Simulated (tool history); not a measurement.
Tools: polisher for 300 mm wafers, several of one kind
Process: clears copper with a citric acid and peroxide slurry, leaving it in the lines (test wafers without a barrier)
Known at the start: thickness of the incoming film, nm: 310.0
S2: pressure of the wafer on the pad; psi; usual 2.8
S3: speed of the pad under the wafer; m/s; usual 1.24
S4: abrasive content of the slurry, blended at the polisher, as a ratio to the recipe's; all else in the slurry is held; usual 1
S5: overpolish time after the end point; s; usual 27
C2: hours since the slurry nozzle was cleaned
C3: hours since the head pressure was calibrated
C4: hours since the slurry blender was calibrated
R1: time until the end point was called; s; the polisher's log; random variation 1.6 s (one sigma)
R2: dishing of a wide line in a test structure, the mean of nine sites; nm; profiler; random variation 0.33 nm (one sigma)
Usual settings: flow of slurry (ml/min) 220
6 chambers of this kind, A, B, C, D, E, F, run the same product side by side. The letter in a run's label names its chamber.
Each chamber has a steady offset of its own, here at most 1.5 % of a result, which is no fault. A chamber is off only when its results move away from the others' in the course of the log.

run 1C hour=3 | flow_of_slurry_(ml/min)=220 S2=2.8 S3=1.24 S4=1 S5=27 | wafers_polished_on_this_pad=515 C2=91.9 C3=12.2 C4=108.8 | R1=141.49 R2=27.095
run 2F hour=6.3 | flow_of_slurry_(ml/min)=220 S2=2.8 S3=1.24 S4=1 S5=27 | wafers_polished_on_this_pad=231 C2=497.2 C3=109.2 C4=113 | R1=138.17 R2=26.684
run 3E hour=10.5 | flow_of_slurry_(ml/min)=220 S2=2.8 S3=1.24 S4=1 S5=27 | wafers_polished_on_this_pad=563 C2=27.8 C3=896.6 C4=323.6 | R1=138.67 R2=26.291
-- hour=13.7 chamber B: worn pad replaced by a new one
run 4B hour=14.4 | flow_of_slurry_(ml/min)=220 S2=2.8 S3=1.24 S4=1 S5=27 | wafers_polished_on_this_pad=6 C2=50.5 C3=608.4 C4=227.3 | R1=137.66 R2=26.435
run 5A hour=18.3 | flow_of_slurry_(ml/min)=220 S2=2.8 S3=1.24 S4=1 S5=27 | wafers_polished_on_this_pad=549 C2=205.3 C3=515.9 C4=393.5 | R1=140.73 R2=26.932
run 6D hour=21.5 | flow_of_slurry_(ml/min)=220 S2=2.8 S3=1.24 S4=1 S5=27 | wafers_polished_on_this_pad=378 C2=405.8 C3=411.8 C4=178.7 | R1=139.08 R2=26.425
run 7A hour=24.7 | flow_of_slurry_(ml/min)=220 S2=2.1 S3=1.1 S4=1 S5=27 | wafers_polished_on_this_pad=601 C2=211.7 C3=522.3 C4=399.9 | R1=210.67 R2=21.547
run 8F hour=28.5 | flow_of_slurry_(ml/min)=220 S2=2.1 S3=1.1 S4=1 S5=27 | wafers_polished_on_this_pad=414 C2=519.4 C3=131.4 C4=135.2 | R1=203.92 R2=21.029
-- hour=32.2 chamber E: slurry blender recalibrated
run 9E hour=32.3 | flow_of_slurry_(ml/min)=220 S2=2.1 S3=1.1 S4=1 S5=27 | wafers_polished_on_this_pad=742 C2=49.6 C3=918.4 C4=0.2 | R1=208.58 R2=21.376
run 10B hour=35.3 | flow_of_slurry_(ml/min)=220 S2=2.1 S3=1.1 S4=1 S5=27 | wafers_polished_on_this_pad=178 C2=71.4 C3=629.3 C4=248.2 | R1=207.5 R2=21.662
run 11C hour=38.2 | flow_of_slurry_(ml/min)=220 S2=2.1 S3=1.1 S4=1 S5=27 | wafers_polished_on_this_pad=805 C2=127.1 C3=47.4 C4=144 | R1=209.46 R2=20.563
-- hour=39.9 chamber F: slurry nozzle cleaned
run 12D hour=41.2 | flow_of_slurry_(ml/min)=220 S2=2.1 S3=1.1 S4=1 S5=27 | wafers_polished_on_this_pad=540 C2=425.5 C3=431.5 C4=198.4 | R1=205.31 R2=20.48
run 13A hour=44.8 | flow_of_slurry_(ml/min)=220 S2=2.8 S3=1.24 S4=1 S5=27 | wafers_polished_on_this_pad=767 C2=231.8 C3=542.4 C4=420 | R1=139.31 R2=26.935
run 14C hour=49 | flow_of_slurry_(ml/min)=220 S2=2.8 S3=1.24 S4=1 S5=27 | wafers_polished_on_this_pad=894 C2=137.9 C3=58.2 C4=154.8 | R1=139.85 R2=26.463
run 15B hour=51 | flow_of_slurry_(ml/min)=155 S2=2.8 S3=1.24 S4=1 S5=38 | wafers_polished_on_this_pad=308 C2=87.1 C3=645 C4=263.9 | R1=144.92 R2=30.043
run 16D hour=54.7 | flow_of_slurry_(ml/min)=155 S2=2.8 S3=1.24 S4=1 S5=38 | wafers_polished_on_this_pad=652 C2=439 C3=445 C4=211.9 | R1=144.74 R2=28.868
run 17E hour=57.9 | flow_of_slurry_(ml/min)=155 S2=2.8 S3=1.24 S4=1 S5=38 | wafers_polished_on_this_pad=953 C2=75.2 C3=944 C4=25.8 | R1=141.23 R2=29.711
run 18F hour=61.7 | flow_of_slurry_(ml/min)=155 S2=2.8 S3=1.24 S4=1 S5=38 | wafers_polished_on_this_pad=688 C2=21.8 C3=164.6 C4=168.4 | R1=145.25 R2=29.827
-- hour=62 chamber D: head pressure recalibrated
-- hour=63.8 chamber D: worn pad replaced by a new one
run 19D hour=65.4 | flow_of_slurry_(ml/min)=155 S2=2.8 S3=1.24 S4=1 S5=38 | wafers_polished_on_this_pad=13 C2=449.7 C3=3.4 C4=222.6 | R1=129.2 R2=30.213
run 20A hour=67.7 | flow_of_slurry_(ml/min)=155 S2=2.8 S3=1.24 S4=1 S5=38 | wafers_polished_on_this_pad=956 C2=254.7 C3=565.3 C4=442.9 | R1=147.62 R2=29.841
run 21F hour=69.7 | flow_of_slurry_(ml/min)=220 S2=2.8 S3=1.24 S4=1 S5=27 | wafers_polished_on_this_pad=754 C2=29.8 C3=172.6 C4=176.4 | R1=139.29 R2=26.492
run 22C hour=72.8 | flow_of_slurry_(ml/min)=220 S2=2.8 S3=1.24 S4=1 S5=27 | wafers_polished_on_this_pad=1090 C2=161.7 C3=82 C4=178.6 | R1=139.45 R2=26.859
run 23E hour=77.1 | flow_of_slurry_(ml/min)=220 S2=2.8 S3=1.24 S4=1 S5=27 | wafers_polished_on_this_pad=1112 C2=94.4 C3=963.2 C4=45 | R1=137.11 R2=26.735
-- hour=79.9 chamber A: worn pad replaced by a new one
run 24B hour=80.3 | flow_of_slurry_(ml/min)=220 S2=2.8 S3=1.24 S4=1 S5=27 | wafers_polished_on_this_pad=549 C2=116.4 C3=674.3 C4=293.2 | R1=140.78 R2=26.609
run 25D hour=82.7 | flow_of_slurry_(ml/min)=220 S2=2.8 S3=1.24 S4=1 S5=27 | wafers_polished_on_this_pad=156 C2=467 C3=20.7 C4=239.9 | R1=123.99 R2=27.824
run 26A hour=84.8 | flow_of_slurry_(ml/min)=220 S2=2.8 S3=1.24 S4=1 S5=27 | wafers_polished_on_this_pad=40 C2=271.8 C3=582.4 C4=460 | R1=141.08 R2=26.219
run 27E hour=87.2 | flow_of_slurry_(ml/min)=220 S2=2.8 S3=1.24 S4=1 S5=27 | wafers_polished_on_this_pad=1195 C2=104.5 C3=973.3 C4=55.1 | R1=138.7 R2=26.221
-- hour=87.5 chamber E: worn pad replaced by a new one
-- hour=89.3 chamber A: slurry blender recalibrated
run 28C hour=90.4 | flow_of_slurry_(ml/min)=220 S2=2.8 S3=1.24 S4=1 S5=27 | wafers_polished_on_this_pad=1235 C2=179.3 C3=99.6 C4=196.2 | R1=138.51 R2=26.236
run 29F hour=93.2 | flow_of_slurry_(ml/min)=220 S2=2.8 S3=1.24 S4=1 S5=27 | wafers_polished_on_this_pad=947 C2=53.3 C3=196.1 C4=199.9 | R1=138.43 R2=26.282
run 30B hour=96 | flow_of_slurry_(ml/min)=220 S2=2.8 S3=1.24 S4=1 S5=27 | wafers_polished_on_this_pad=679 C2=132.1 C3=690 C4=308.9 | R1=136.31 R2=26.801
run 31A hour=98.2 | flow_of_slurry_(ml/min)=220 S2=2.8 S3=1.24 S4=1 S5=27 | wafers_polished_on_this_pad=150 C2=285.2 C3=595.8 C4=9 | R1=134.85 R2=26.971
run 32E hour=101.5 | flow_of_slurry_(ml/min)=275 S2=2.8 S3=1.24 S4=1 S5=15 | wafers_polished_on_this_pad=115 C2=118.8 C3=987.6 C4=69.4 | R1=132.46 R2=18.705
run 33C hour=104.1 | flow_of_slurry_(ml/min)=275 S2=2.8 S3=1.24 S4=1 S5=15 | wafers_polished_on_this_pad=1348 C2=193 C3=113.3 C4=209.9 | R1=137.08 R2=18.812
-- hour=106.1 chamber F: worn pad replaced by a new one
run 34D hour=107.6 | flow_of_slurry_(ml/min)=275 S2=2.8 S3=1.24 S4=1 S5=15 | wafers_polished_on_this_pad=361 C2=491.9 C3=45.6 C4=264.8 | R1=119.97 R2=20.464
run 35B hour=110.6 | flow_of_slurry_(ml/min)=275 S2=2.8 S3=1.24 S4=1 S5=15 | wafers_polished_on_this_pad=799 C2=146.7 C3=704.6 C4=323.5 | R1=134.38 R2=19.375
-- hour=111.5 chamber C: worn pad replaced by a new one
run 36F hour=112.7 | flow_of_slurry_(ml/min)=275 S2=2.8 S3=1.24 S4=1 S5=15 | wafers_polished_on_this_pad=54 C2=72.8 C3=215.6 C4=219.4 | R1=138.71 R2=19.464
run 37E hour=116.3 | flow_of_slurry_(ml/min)=275 S2=2.8 S3=1.24 S4=1 S5=15 | wafers_polished_on_this_pad=237 C2=133.6 C3=1002.4 C4=84.2 | R1=135.74 R2=19.361
run 38D hour=118.7 | flow_of_slurry_(ml/min)=220 S2=2.8 S3=1.24 S4=1 S5=27 | wafers_polished_on_this_pad=453 C2=503 C3=56.7 C4=275.9 | R1=128.27 R2=27.637
run 39C hour=122.9 | flow_of_slurry_(ml/min)=220 S2=2.8 S3=1.24 S4=1 S5=27 | wafers_polished_on_this_pad=94 C2=211.8 C3=132.1 C4=228.7 | R1=138.98 R2=26.341

Next, every chamber runs the same settings. What will each give?
run 40A hour=126 | flow_of_slurry_(ml/min)=220 S2=2.8 S3=1.24 S4=1 S5=27 | R1=? R2=?
run 40B hour=126 | flow_of_slurry_(ml/min)=220 S2=2.8 S3=1.24 S4=1 S5=27 | R1=? R2=?
run 40C hour=126 | flow_of_slurry_(ml/min)=220 S2=2.8 S3=1.24 S4=1 S5=27 | R1=? R2=?
run 40D hour=126 | flow_of_slurry_(ml/min)=220 S2=2.8 S3=1.24 S4=1 S5=27 | R1=? R2=?
run 40E hour=126 | flow_of_slurry_(ml/min)=220 S2=2.8 S3=1.24 S4=1 S5=27 | R1=? R2=?
run 40F hour=126 | flow_of_slurry_(ml/min)=220 S2=2.8 S3=1.24 S4=1 S5=27 | R1=? R2=?

run=40A R1=137.53 R2=26.341
run=40B R1=139.99 R2=26.163
run=40C R1=140.02 R2=26.028
run=40D R1=123.98 R2=28.077
run=40E R1=137.15 R2=26.303
run=40F R1=140.73 R2=26.373

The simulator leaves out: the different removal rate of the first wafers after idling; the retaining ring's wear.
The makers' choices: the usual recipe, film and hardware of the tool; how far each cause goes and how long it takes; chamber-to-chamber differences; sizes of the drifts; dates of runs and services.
